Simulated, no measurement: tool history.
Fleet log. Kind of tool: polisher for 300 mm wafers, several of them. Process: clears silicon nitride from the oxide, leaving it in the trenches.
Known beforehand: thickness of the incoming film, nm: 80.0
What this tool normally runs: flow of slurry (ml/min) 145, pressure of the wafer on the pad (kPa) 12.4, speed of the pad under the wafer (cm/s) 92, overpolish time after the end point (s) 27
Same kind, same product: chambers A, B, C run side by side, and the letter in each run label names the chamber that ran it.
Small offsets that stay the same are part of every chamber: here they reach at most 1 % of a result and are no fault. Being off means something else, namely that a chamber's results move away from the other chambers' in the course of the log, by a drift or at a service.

run   hour  flow of slurry (ml/min)  pressure of the wafer on the pad (kPa)  speed of the pad under the wafer (cm/s)  overpolish time after the end point (s)  time until the end point was called (s)
 1B    6.8                      145                                    12.4                                       92                                       27                                   147.73
 2C   10.5                      145                                    12.4                                       92                                       27                                    147.9
      14.5  -- chamber C: worn pad replaced by a new one
 3A   15.8                      145                                    12.4                                       92                                       27                                   149.55
 4C   20.8                      145                                    12.4                                       92                                       27                                   147.54
 5B   24.3                      145                                    12.4                                       92                                       27                                   147.76
 6A   30.8                      145                                    12.4                                       92                                       27                                   147.55
 7B   34.7                      145                                    12.4                                       92                                       27                                    144.7
 8A   39.8                      145                                    12.4                                       92                                       27                                   149.73
 9C   47.4                      145                                    12.4                                       92                                       27                                   147.36
10A   52.5                      145                                    12.4                                       92                                       27                                   149.94
11C   57.6                      145                                    12.4                                       92                                       27                                   147.15
12B   63.4                      145                                    12.4                                       92                                       27                                   145.78
13C   69.5                      145                                    12.4                                       92                                       27                                   147.07
      72.6  -- chamber A: head pressure recalibrated
14B   72.8                      145                                    12.4                                       92                                       27                                    145.5
15A   78.5                      145                                    12.4                                       92                                       27                                   161.02
      78.9  -- chamber B: worn pad replaced by a new one
16B   83.7                      145                                    12.4                                       92                                       15                                   145.52
      86.9  -- chamber A: worn pad replaced by a new one
17C   88.7                      145                                    12.4                                       92                                       15                                   149.17
18A     96                      145                                    12.4                                       92                                       15                                    159.9
19A  102.4                      145                                    12.4                                       92                                       27                                   161.52
20C  109.9                      145                                    12.4                                       92                                       27                                   149.41
21B  113.8                      145                                    12.4                                       92                                       27                                   146.89
22C  118.2                      145                                    12.4                                       92                                       27                                    150.2
23B    122                      145                                    12.4                                       92                                       27                                   144.18
24A  126.3                      145                                    12.4                                       92                                       27                                   163.32
25B  131.8                      145                                    12.4                                       92                                       27                                   146.95
     133.3  -- chamber B: slurry nozzle cleaned
26C  136.5                      145                                    12.4                                       92                                       27                                   146.48
27A  141.6                      145                                    12.4                                       92                                       27                                   158.58
28C  147.5                      145                                    12.4                                       92                                       27                                   146.97
29B    152                      145                                    12.4                                       92                                       27                                   145.26
30A  159.4                      115                                    12.4                                       92                                       36                                   168.29
31A  163.6                      115                                    12.4                                       92                                       36                                   167.72
32B  170.7                      115                                    12.4                                       92                                       36                                    151.3
33C  177.5                      145                                    12.4                                       92                                       27                                   143.53
34C  184.3                      145                                    12.4                                       92                                       27                                    146.9
35A  191.1                      145                                    12.4                                       92                                       27                                   163.93
36B  194.5                      145                                    12.4                                       92                                       27                                   146.09

Decide between three cases: one chamber stands off from its peers, the gauge reading all wafers drifts, or nothing is wrong past each chamber's small offset. Where a chamber is off, say which and what most likely put it there.

Chamber A came out of a service off from its peers and stayed that way.
Most likely cause: head's pressure below its setpoint, % = 8.06.

Here are 4 candidates for chamber A's next run, each the usual settings with a change, their results left as question marks. Which one brings its results back in line with what the others give on the usual settings?
Counts as in line when no further than this from what the other chambers average on the usual settings: time until the end point was called (s) 6.5
37A-1   200                      145                                    13.1                                       96                                       27                                        ?
37A-2   200                      140                                    12.4                                       76                                       27                                        ?
37A-3   200                      145                                    11.7                                       88                                       27                                        ?
37A-4   200                      145                                    12.4                                      110                                       27                                        ?

What the other chambers average on the usual settings: time until the end point was called (s) 147.56
  run  time until the end point was called (s)
37A-1                                   147.21
37A-2                                    198.4
37A-3                                   179.84
37A-4                                   135.41
With 37A-1, the chamber falls back in line with the rest.
